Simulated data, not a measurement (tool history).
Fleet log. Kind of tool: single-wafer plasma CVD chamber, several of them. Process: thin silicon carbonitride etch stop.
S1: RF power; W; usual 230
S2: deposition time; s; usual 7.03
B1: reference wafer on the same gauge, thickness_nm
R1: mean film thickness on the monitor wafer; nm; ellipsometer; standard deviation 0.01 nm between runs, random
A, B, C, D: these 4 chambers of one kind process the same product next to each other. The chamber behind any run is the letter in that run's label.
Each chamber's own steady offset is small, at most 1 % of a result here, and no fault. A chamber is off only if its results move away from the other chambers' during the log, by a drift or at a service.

| run | day | S1 | S2 | B1 | R1 |
|---|---|---|---|---|---|
| 1B | 0.483 | 230 | 7.03 | 4.2800 | 4.1853 |
| 2D | 0.817 | 230 | 7.03 | 4.2798 | 4.1654 |
| 3C | 1.121 | 230 | 7.03 | 4.2807 | 4.2052 |
| 4A | 1.650 | 230 | 7.03 | 4.2801 | 4.1977 |
| 5B | 2.233 | 230 | 7.03 | 4.2794 | 4.1614 |
| 6C | 2.838 | 230 | 7.03 | 4.2787 | 4.2308 |
| 7D | 3.229 | 230 | 7.03 | 4.2816 | 4.1545 |
| 8A | 3.675 | 230 | 7.03 | 4.2839 | 4.1912 |
| 9D | 4.267 | 230 | 7.03 | 4.2809 | 4.1745 |
| 10A | 4.700 | 230 | 7.03 | 4.2766 | 4.1917 |
| 11C | 5.000 | 230 | 7.03 | 4.2807 | 4.2021 |
| 12B | 5.525 | 230 | 7.03 | 4.2795 | 4.1690 |
| 13B | 5.838 | 230 | 7.03 | 4.2812 | 4.1709 |
| 14A | 6.262 | 230 | 7.03 | 4.2786 | 4.1779 |
| 15C | 6.625 | 200 | 7.03 | 4.2804 | 4.0414 |
| 16D | 7.104 | 200 | 7.03 | 4.2799 | 3.9922 |
| 17A | 7.433 | 200 | 7.03 | 4.2801 | 4.0266 |
|  | 7.629 | chamber D: thermocouple changed; heater temperature recalibrated |
| 18C | 7.862 | 200 | 7.03 | 4.2798 | 4.0329 |
| 19D | 8.217 | 270 | 7.03 | 4.2810 | 4.3719 |
| 20B | 8.683 | 270 | 7.03 | 4.2802 | 4.3836 |
| 21D | 9.033 | 270 | 7.03 | 4.2811 | 4.3741 |
| 22C | 9.629 | 270 | 7.03 | 4.2810 | 4.4395 |
| 23A | 10.025 | 230 | 7.03 | 4.2807 | 4.1935 |
| 24B | 10.538 | 230 | 7.03 | 4.2778 | 4.1691 |
|  | 10.546 | chamber A: thermocouple changed; heater temperature recalibrated |
| 25D | 11.008 | 230 | 7.03 | 4.2792 | 4.1668 |
| 26A | 11.558 | 230 | 7.03 | 4.2783 | 4.2021 |
| 27B | 12.162 | 230 | 7.03 | 4.2780 | 4.1636 |
| 28C | 12.688 | 230 | 7.95 | 4.2799 | 4.7794 |

Decide between three cases: one chamber stands off from its peers, the gauge reading all wafers drifts, or nothing is wrong past each chamber's small offset. Where a chamber is off, say which and what most likely put it there.

Neither any chamber nor the gauge drifts; the chambers differ only by their own small, steady offsets.

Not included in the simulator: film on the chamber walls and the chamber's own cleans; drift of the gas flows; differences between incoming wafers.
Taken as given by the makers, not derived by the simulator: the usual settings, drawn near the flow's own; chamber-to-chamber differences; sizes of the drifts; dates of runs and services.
